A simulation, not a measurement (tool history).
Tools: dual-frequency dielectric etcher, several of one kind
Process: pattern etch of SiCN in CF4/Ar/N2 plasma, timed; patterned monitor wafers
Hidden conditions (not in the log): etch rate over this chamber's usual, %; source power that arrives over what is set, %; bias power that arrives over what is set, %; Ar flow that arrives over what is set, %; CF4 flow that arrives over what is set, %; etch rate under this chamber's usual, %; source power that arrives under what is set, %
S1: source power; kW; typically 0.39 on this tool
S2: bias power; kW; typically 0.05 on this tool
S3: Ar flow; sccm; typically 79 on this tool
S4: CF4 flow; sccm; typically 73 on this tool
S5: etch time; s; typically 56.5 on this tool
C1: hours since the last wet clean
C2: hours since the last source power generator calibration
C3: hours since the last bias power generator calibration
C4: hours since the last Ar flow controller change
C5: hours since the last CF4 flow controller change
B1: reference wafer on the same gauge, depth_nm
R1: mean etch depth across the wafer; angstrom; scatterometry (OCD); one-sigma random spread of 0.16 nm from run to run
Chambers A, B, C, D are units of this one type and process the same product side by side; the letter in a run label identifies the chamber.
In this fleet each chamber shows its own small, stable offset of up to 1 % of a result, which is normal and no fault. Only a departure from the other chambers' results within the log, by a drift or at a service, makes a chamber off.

run   hour    S1     S2  S3  S4    S5     C1      C2      C3      C4      C5      B1      R1
 1A    7.1  0.39   0.05  79  73  56.5  511.8   875.2  1849.8   828.1  1239.6  38.742  401.36
 2B   13.8  0.39   0.05  79  73  56.5  277.3  2854.4  1774.3  3962.2  2299.4  38.812  395.22
 3C   18.6  0.39   0.05  79  73  56.5  218.7    2394     871    39.1  3777.7  38.803  397.62
      24.5  -- chamber A: wet clean of the chamber
 4D   26.4  0.39   0.05  79  73  56.5  414.1    1462  1511.2   203.1  3734.9  38.769  398.32
 5D   33.4  0.39   0.05  66  73  56.5  421.1    1469  1518.2   210.1  3741.9  38.798  407.56
 6B   37.1  0.39   0.05  66  73  56.5  300.6  2877.7  1797.6  3985.5  2322.7   38.79  408.29
 7A     43  0.39   0.05  66  73  56.5   18.6   911.1  1885.7     864  1275.5  38.826  408.48
 8C   46.8  0.39   0.05  66  73  56.5  246.9  2422.2   899.2    67.3  3805.9  38.817  404.97
      49.4  -- chamber B: wet clean of the chamber
 9B     51  0.39   0.05  79  73  56.5    1.6  2891.6  1811.5  3999.4  2336.6  38.785  395.56
10C   55.4  0.39   0.05  79  73  56.5  255.5  2430.8   907.8    75.9  3814.5  38.801  393.85
11A   61.1  0.39   0.05  79  73  56.5   36.7   929.2  1903.8   882.1  1293.6  38.781  399.27
12D     67  0.39   0.05  79  73  56.5  454.7  1502.6  1551.8   243.7  3775.5  38.797  395.44
13A   74.6  0.45  0.042  79  73  56.5   50.2   942.7  1917.3   895.6  1307.1  38.782  430.66
14C   82.1  0.45  0.042  79  73  56.5  282.2  2457.5   934.5   102.6  3841.2   38.81  425.51
15D   89.2  0.45  0.042  79  73  56.5  476.9  1524.8    1574   265.9  3797.7  38.778  427.06
16B   93.2  0.45  0.042  79  73  56.5   43.8  2933.8  1853.7  4041.6  2378.8  38.792  430.85
17C  100.2  0.39   0.05  79  73  56.5  300.3  2475.6   952.6   120.7  3859.3  38.815  392.95
18D  106.4  0.39   0.05  79  73  56.5  494.1    1542  1591.2   283.1  3814.9  38.765   395.5
19B  114.4  0.39   0.05  79  73  56.5     65    2955  1874.9  4062.8    2400  38.788  397.61
20A  121.5  0.39   0.05  79  73  56.5   97.1   989.6  1964.2   942.5    1354    38.8  399.89
     125.1  -- chamber C: wet clean of the chamber
21D  126.4  0.39   0.05  79  73  56.5  514.1    1562  1611.2   303.1  3834.9  38.855  395.24
22C  130.6  0.39   0.05  79  73  56.5    5.5    2506     983   151.1  3889.7  38.797  396.58
23A  135.2  0.39   0.05  70  73    70  110.8  1003.3  1977.9   956.2  1367.7   38.84  501.05
24B  139.5  0.39   0.05  70  73    70   90.1  2980.1    1900  4087.9  2425.1  38.834  500.75
25B  145.6  0.39   0.05  70  73    70   96.2  2986.2  1906.1    4094  2431.2  38.799  500.17
     146.2  -- chamber B: Ar flow controller replaced
26C  149.6  0.39   0.05  70  73    70   24.5    2525    1002   170.1  3908.7   38.82  501.08
27A  156.7  0.39   0.05  79  73  56.5  132.3  1024.8  1999.4   977.7  1389.2   38.76  401.01
28D  163.7  0.39   0.05  91  73  56.5  551.4  1599.3  1648.5   340.4  3872.2  38.843  388.87
29C  168.6  0.39   0.05  91  73  56.5   43.5    2544    1021   189.1  3927.7  38.822  386.45
30A  174.2  0.39   0.05  91  73  56.5  149.8  1042.3  2016.9   995.2  1406.7  38.791  394.16
31B  179.3  0.39   0.05  91  73  56.5  129.9  3019.9  1939.8    33.2  2464.9  38.828  387.43
32D  185.3  0.39   0.05  79  73  56.5    573  1620.9  1670.1     362  3893.8  38.763  396.23
33C  193.4  0.39   0.05  79  57  56.5   68.3  2568.8  1045.8   213.9  3952.5  38.761  383.46
34D  198.7  0.39   0.05  79  57  56.5  586.4  1634.3  1683.5   375.4  3907.2  38.817  381.03
35A  205.5  0.39   0.05  79  57  56.5  181.1  1073.6  2048.2  1026.5    1438  38.822  384.71
       208  -- chamber D: wet clean of the chamber
36B  211.9  0.39   0.05  79  57  56.5  162.5  3052.5  1972.4    65.8  2497.5  38.795  382.43
37A  215.8  0.39   0.05  79  73  56.5  191.4  1083.9  2058.5  1036.8  1448.3  38.778  399.26
38D  221.8  0.39   0.05  79  73  56.5   13.9  1657.4  1706.6   398.5  3930.3  38.775  395.45

Is one chamber off against the others, does the gauge drift, or is nothing wrong? If a chamber is off, say which, and what the likeliest cause is.

No chamber stands off beyond its own small offset, and the gauge holds steady.
